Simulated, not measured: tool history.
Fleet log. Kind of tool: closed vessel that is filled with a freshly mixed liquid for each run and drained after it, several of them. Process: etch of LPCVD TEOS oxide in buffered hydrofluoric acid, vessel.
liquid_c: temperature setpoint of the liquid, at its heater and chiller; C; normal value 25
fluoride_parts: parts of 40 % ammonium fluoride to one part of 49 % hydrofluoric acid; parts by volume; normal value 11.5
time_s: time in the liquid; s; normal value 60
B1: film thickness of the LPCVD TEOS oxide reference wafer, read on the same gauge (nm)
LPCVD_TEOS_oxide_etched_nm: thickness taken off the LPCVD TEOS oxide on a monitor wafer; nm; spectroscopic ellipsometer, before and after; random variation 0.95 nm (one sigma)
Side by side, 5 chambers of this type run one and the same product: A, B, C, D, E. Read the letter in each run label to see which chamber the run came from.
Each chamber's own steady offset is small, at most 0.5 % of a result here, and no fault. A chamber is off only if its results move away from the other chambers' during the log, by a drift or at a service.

Run 1A, hour 12.2: usual settings; B1 40.013. Result: LPCVD_TEOS_oxide_etched_nm 175.54 nm.
Run 2D, hour 18.3: usual settings; B1 40.009. Result: LPCVD_TEOS_oxide_etched_nm 174.46 nm.
Run 3C, hour 27.5: usual settings; B1 40.009. Result: LPCVD_TEOS_oxide_etched_nm 176.91 nm.
Run 4E, hour 41.7: usual settings; B1 40.006. Result: LPCVD_TEOS_oxide_etched_nm 174.99 nm.
Run 5B, hour 53.8: usual settings; B1 40.004. Result: LPCVD_TEOS_oxide_etched_nm 175.64 nm.
Run 6D, hour 62.7: usual settings; B1 39.968. Result: LPCVD_TEOS_oxide_etched_nm 176.87 nm.
Run 7C, hour 73.6: usual settings; B1 40.031. Result: LPCVD_TEOS_oxide_etched_nm 177 nm.
Run 8B, hour 81.8: usual settings; B1 40.032. Result: LPCVD_TEOS_oxide_etched_nm 174.87 nm.
Run 9E, hour 88.7: usual settings; B1 40.026. Result: LPCVD_TEOS_oxide_etched_nm 175.8 nm.
At hour 96.4: chamber C: thermometer replaced.
Run 10A, hour 98.1: usual settings; B1 39.994. Result: LPCVD_TEOS_oxide_etched_nm 175.44 nm.
Run 11D, hour 107: usual settings; B1 39.999. Result: LPCVD_TEOS_oxide_etched_nm 175.8 nm.
Run 12A, hour 118: usual settings; B1 40.003. Result: LPCVD_TEOS_oxide_etched_nm 174.73 nm.
Run 13C, hour 125.7: usual settings; B1 40.004. Result: LPCVD_TEOS_oxide_etched_nm 177.15 nm.
Run 14B, hour 139.5: usual settings; B1 40.009. Result: LPCVD_TEOS_oxide_etched_nm 175.86 nm.
Run 15E, hour 152.8: usual settings; B1 40.01. Result: LPCVD_TEOS_oxide_etched_nm 174.97 nm.
Run 16C, hour 165.7: usual settings; B1 40.03. Result: LPCVD_TEOS_oxide_etched_nm 174.33 nm.
Run 17B, hour 174.5: usual settings; B1 39.992. Result: LPCVD_TEOS_oxide_etched_nm 176.14 nm.
Run 18E, hour 183: usual settings; B1 39.998. Result: LPCVD_TEOS_oxide_etched_nm 174.91 nm.
Run 19D, hour 195.5: usual settings but liquid_c 23 C, time_s 80 s; B1 40.003. Result: LPCVD_TEOS_oxide_etched_nm 214.54 nm.
Run 20A, hour 208.1: usual settings but liquid_c 23 C, time_s 80 s; B1 39.957. Result: LPCVD_TEOS_oxide_etched_nm 208.69 nm.
Run 21D, hour 215: usual settings but liquid_c 23 C, time_s 80 s; B1 40.014. Result: LPCVD_TEOS_oxide_etched_nm 212.91 nm.
Run 22E, hour 221.8: usual settings but liquid_c 23 C, time_s 80 s; B1 39.992. Result: LPCVD_TEOS_oxide_etched_nm 207.49 nm.
Run 23A, hour 233.4: usual settings but liquid_c 23 C, time_s 80 s; B1 40.017. Result: LPCVD_TEOS_oxide_etched_nm 209.1 nm.
Run 24B, hour 243.4: usual settings; B1 40.031. Result: LPCVD_TEOS_oxide_etched_nm 175.77 nm.
Run 25C, hour 251.6: usual settings; B1 39.984. Result: LPCVD_TEOS_oxide_etched_nm 175.62 nm.
Run 26D, hour 260.4: usual settings but time_s 35 s; B1 40.023. Result: LPCVD_TEOS_oxide_etched_nm 105.85 nm.
Run 27A, hour 267.2: usual settings but time_s 35 s; B1 40.002. Result: LPCVD_TEOS_oxide_etched_nm 102.69 nm.
Run 28B, hour 278.2: usual settings but time_s 35 s; B1 40.001. Result: LPCVD_TEOS_oxide_etched_nm 101.97 nm.
Run 29C, hour 289.1: usual settings but time_s 35 s; B1 40.002. Result: LPCVD_TEOS_oxide_etched_nm 102.54 nm.
Run 30E, hour 302.1: usual settings but time_s 35 s; B1 39.988. Result: LPCVD_TEOS_oxide_etched_nm 101.43 nm.
At hour 309.1: chamber C: hydrofluoric acid flow meter replaced.
Run 31B, hour 315: usual settings; B1 40.008. Result: LPCVD_TEOS_oxide_etched_nm 174.64 nm.
At hour 318.4: chamber A: thermometer replaced.
Run 32A, hour 327.4: usual settings; B1 40.013. Result: LPCVD_TEOS_oxide_etched_nm 174.89 nm.
Run 33E, hour 339.3: usual settings; B1 40.003. Result: LPCVD_TEOS_oxide_etched_nm 174.32 nm.
Run 34D, hour 350.4: usual settings; B1 40.009. Result: LPCVD_TEOS_oxide_etched_nm 185.18 nm.
Run 35C, hour 363.6: usual settings; B1 39.995. Result: LPCVD_TEOS_oxide_etched_nm 176.44 nm.
Run 36C, hour 375.3: usual settings; B1 40.011. Result: LPCVD_TEOS_oxide_etched_nm 175.33 nm.

Decide between three cases: one chamber stands off from its peers, the gauge reading all wafers drifts, or nothing is wrong past each chamber's small offset. Where a chamber is off, say which and what most likely put it there.

It is chamber D that slowly wanders off from its peers.
Cause: liquid hotter than its thermometer reads (K) = 1.13.
The log might look much the same if the cause were instead: hydrofluoric acid flow above the setpoint (%).

Below are 4 candidate recipes for chamber D's next run, each the usual settings with a change, their results shown as question marks. Which of them brings D's results back in line with what the other chambers give on the usual settings?
In-line tolerance around the mean of the other chambers on the usual settings: LPCVD_TEOS_oxide_etched_nm 3.3 nm
Run 37D-1, hour 385.4: usual settings but liquid_c 24.5 C. Result: LPCVD_TEOS_oxide_etched_nm ?.
Run 37D-2, hour 385.4: usual settings but liquid_c 26 C. Result: LPCVD_TEOS_oxide_etched_nm ?.
Run 37D-3, hour 385.4: usual settings but liquid_c 24 C. Result: LPCVD_TEOS_oxide_etched_nm ?.
Run 37D-4, hour 385.4: usual settings but liquid_c 25.5 C. Result: LPCVD_TEOS_oxide_etched_nm ?.

Average result of the remaining chambers running the usual settings: LPCVD_TEOS_oxide_etched_nm 175.28 nm
  run  LPCVD_TEOS_oxide_etched_nm
37D-1                       179.8
37D-2                      194.99
37D-3                         175
37D-4                      189.84
It is 37D-3 that realigns the chamber with its peers.
